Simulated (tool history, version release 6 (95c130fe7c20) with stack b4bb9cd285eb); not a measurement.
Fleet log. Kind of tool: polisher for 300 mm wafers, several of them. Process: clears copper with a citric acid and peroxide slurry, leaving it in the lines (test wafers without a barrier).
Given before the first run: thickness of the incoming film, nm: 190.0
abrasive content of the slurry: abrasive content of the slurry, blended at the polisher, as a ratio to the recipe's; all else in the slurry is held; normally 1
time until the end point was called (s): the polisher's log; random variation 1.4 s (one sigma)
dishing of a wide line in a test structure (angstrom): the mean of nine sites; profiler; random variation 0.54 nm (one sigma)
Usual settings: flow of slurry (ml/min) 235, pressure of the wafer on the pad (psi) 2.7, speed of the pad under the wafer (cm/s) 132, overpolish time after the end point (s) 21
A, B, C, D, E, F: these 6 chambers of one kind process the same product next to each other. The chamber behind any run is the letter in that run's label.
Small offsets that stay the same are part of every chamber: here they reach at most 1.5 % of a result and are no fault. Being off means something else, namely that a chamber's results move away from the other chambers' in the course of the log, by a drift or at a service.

run   hour  flow of slurry (ml/min)  pressure of the wafer on the pad (psi)  speed of the pad under the wafer (cm/s)  abrasive content of the slurry  overpolish time after the end point (s)  time until the end point was called (s)  dishing of a wide line in a test structure (angstrom)
       5.8  -- chamber E: worn pad replaced by a new one
 1F    7.7                      235                                     2.7                                      132                               1                                       21                                   85.069                                                 323.14
      12.9  -- chamber F: worn pad replaced by a new one
      15.3  -- chamber B: worn pad replaced by a new one
 2A   16.1                      235                                     2.7                                      132                               1                                       21                                    86.75                                                 331.83
 3B   23.2                      235                                     2.7                                      132                               1                                       21                                   84.368                                                 320.47
 4D   32.6                      235                                     2.7                                      132                               1                                       21                                   88.069                                                 329.58
      41.1  -- chamber A: worn pad replaced by a new one
 5C   42.1                      235                                     2.7                                      132                               1                                       21                                   87.057                                                 316.32
      43.5  -- chamber F: slurry blender recalibrated
      49.3  -- chamber E: slurry blender recalibrated
 6E   49.9                      235                                     2.7                                      132                               1                                       21                                    86.87                                                  326.8
 7B   59.7                      235                                     2.7                                      132                               1                                       21                                    84.53                                                 333.96
 8D     70                      235                                     2.7                                      132                             0.8                                       21                                   89.918                                                 310.57
      70.9  -- chamber C: worn pad replaced by a new one
 9E   76.6                      235                                     2.7                                      132                             0.8                                       21                                    91.94                                                 308.46
10F   83.7                      235                                     2.7                                      132                             0.8                                       21                                   89.461                                                 316.63
11C     93                      235                                     2.7                                      132                             0.8                                       21                                   90.794                                                 304.99
12A  102.4                      235                                     2.7                                      132                             0.8                                       21                                   90.154                                                 319.26
     104.4  -- chamber E: worn pad replaced by a new one
     106.7  -- chamber D: worn pad replaced by a new one
     107.8  -- chamber A: slurry nozzle cleaned
13D  108.4                      235                                     2.7                                      132                             0.8                                       21                                   90.418                                                 318.87
       114  -- chamber F: worn pad replaced by a new one
14C  116.3                      235                                     2.7                                      132                               1                                       21                                    86.39                                                 325.97
15F  121.7                      235                                     2.7                                      132                               1                                       21                                   87.255                                                    310
16B  131.2                      235                                     2.7                                      132                               1                                       21                                   84.938                                                 322.26
     132.7  -- chamber A: slurry blender recalibrated
17E  138.4                      235                                     2.7                                      132                               1                                       21                                   86.992                                                 323.54
     142.9  -- chamber C: slurry blender recalibrated
18A  146.8                      235                                     2.7                                      132                               1                                       21                                   84.177                                                 328.19
     150.1  -- chamber C: head pressure recalibrated
19C  153.7                      235                                     2.7                                      132                               1                                       21                                   86.615                                                  319.1
     160.3  -- chamber B: worn pad replaced by a new one
20B  160.3                      235                                     2.7                                      132                            0.85                                       10                                   88.475                                                 158.78
     161.9  -- chamber A: worn pad replaced by a new one
21E  169.7                      235                                     2.7                                      132                            0.85                                       10                                   90.129                                                 161.02
22D  174.8                      235                                     2.7                                      132                            0.85                                       10                                   89.571                                                 162.15
     179.4  -- chamber D: slurry nozzle cleaned
     181.8  -- chamber B: slurry blender recalibrated
23A  184.5                      235                                     2.7                                      132                            0.85                                       10                                   88.815                                                 157.71
     189.3  -- chamber D: slurry blender recalibrated
     191.5  -- chamber C: worn pad replaced by a new one
24F  192.8                      235                                     2.7                                      132                            0.85                                       10                                   90.183                                                 160.61
     195.6  -- chamber F: worn pad replaced by a new one
     198.5  -- chamber E: worn pad replaced by a new one
25A  201.3                      235                                     2.7                                      132                            0.85                                       10                                    89.64                                                  156.8
26E  211.1                      235                                     2.7                                      132                               1                                       21                                   87.564                                                 319.93
27F  217.9                      235                                     2.7                                      132                               1                                       21                                   85.638                                                 327.45
28B  225.5                      235                                     2.7                                      132                               1                                       21                                   87.669                                                 328.05
     226.3  -- chamber A: head pressure recalibrated
29C  230.8                      205                                     2.7                                      132                             1.1                                       21                                   87.244                                                  326.8
     231.3  -- chamber D: worn pad replaced by a new one
     235.2  -- chamber F: head pressure recalibrated
     236.6  -- chamber F: slurry blender recalibrated
30D  237.4                      205                                     2.7                                      132                             1.1                                       21                                   85.181                                                 332.25
31D  242.8                      205                                     2.7                                      132                             1.1                                       21                                   87.622                                                 327.23
32C  250.6                      205                                     2.7                                      132                             1.1                                       21                                   87.082                                                 326.27
33E    261                      205                                     2.7                                      132                             1.1                                       21                                   88.484                                                 320.75
     262.4  -- chamber E: slurry blender recalibrated
34A  266.1                      205                                     2.7                                      132                             1.1                                       21                                   82.342                                                 331.22
35B  275.9                      235                                     2.7                                      132                               1                                       21                                   89.144                                                 318.29
     281.5  -- chamber A: worn pad replaced by a new one
36F  281.7                      235                                     3.2                                       94                               1                                       21                                   101.84                                                  281.1
     282.4  -- chamber C: slurry blender recalibrated
     283.3  -- chamber E: worn pad replaced by a new one
     290.4  -- chamber F: worn pad replaced by a new one
37F  290.4                      235                                     3.2                                       94                               1                                       21                                    100.5                                                 290.21
     296.4  -- chamber B: worn pad replaced by a new one
38C  296.9                      235                                     3.2                                       94                               1                                       21                                   102.29                                                 282.85
39A  305.8                      235                                     3.2                                       94                               1                                       21                                   103.01                                                 280.37
40D  312.9                      235                                     3.2                                       94                               1                                       21                                   103.19                                                  290.3
     316.9  -- chamber E: slurry nozzle cleaned
     317.6  -- chamber B: slurry nozzle cleaned
41E  321.4                      235                                     3.2                                       94                               1                                       21                                   102.89                                                 281.18
42B  330.5                      235                                     2.7                                      132                               1                                       21                                   87.222                                                 325.85

Which is it: a chamber that has drifted or been left off by a service, a gauge drift common to all chambers, or only each chamber's usual small offset? If a chamber is off, name it and its likeliest cause.

No chamber is off and the gauge is stable; the differences are just each chamber's small, constant offset.
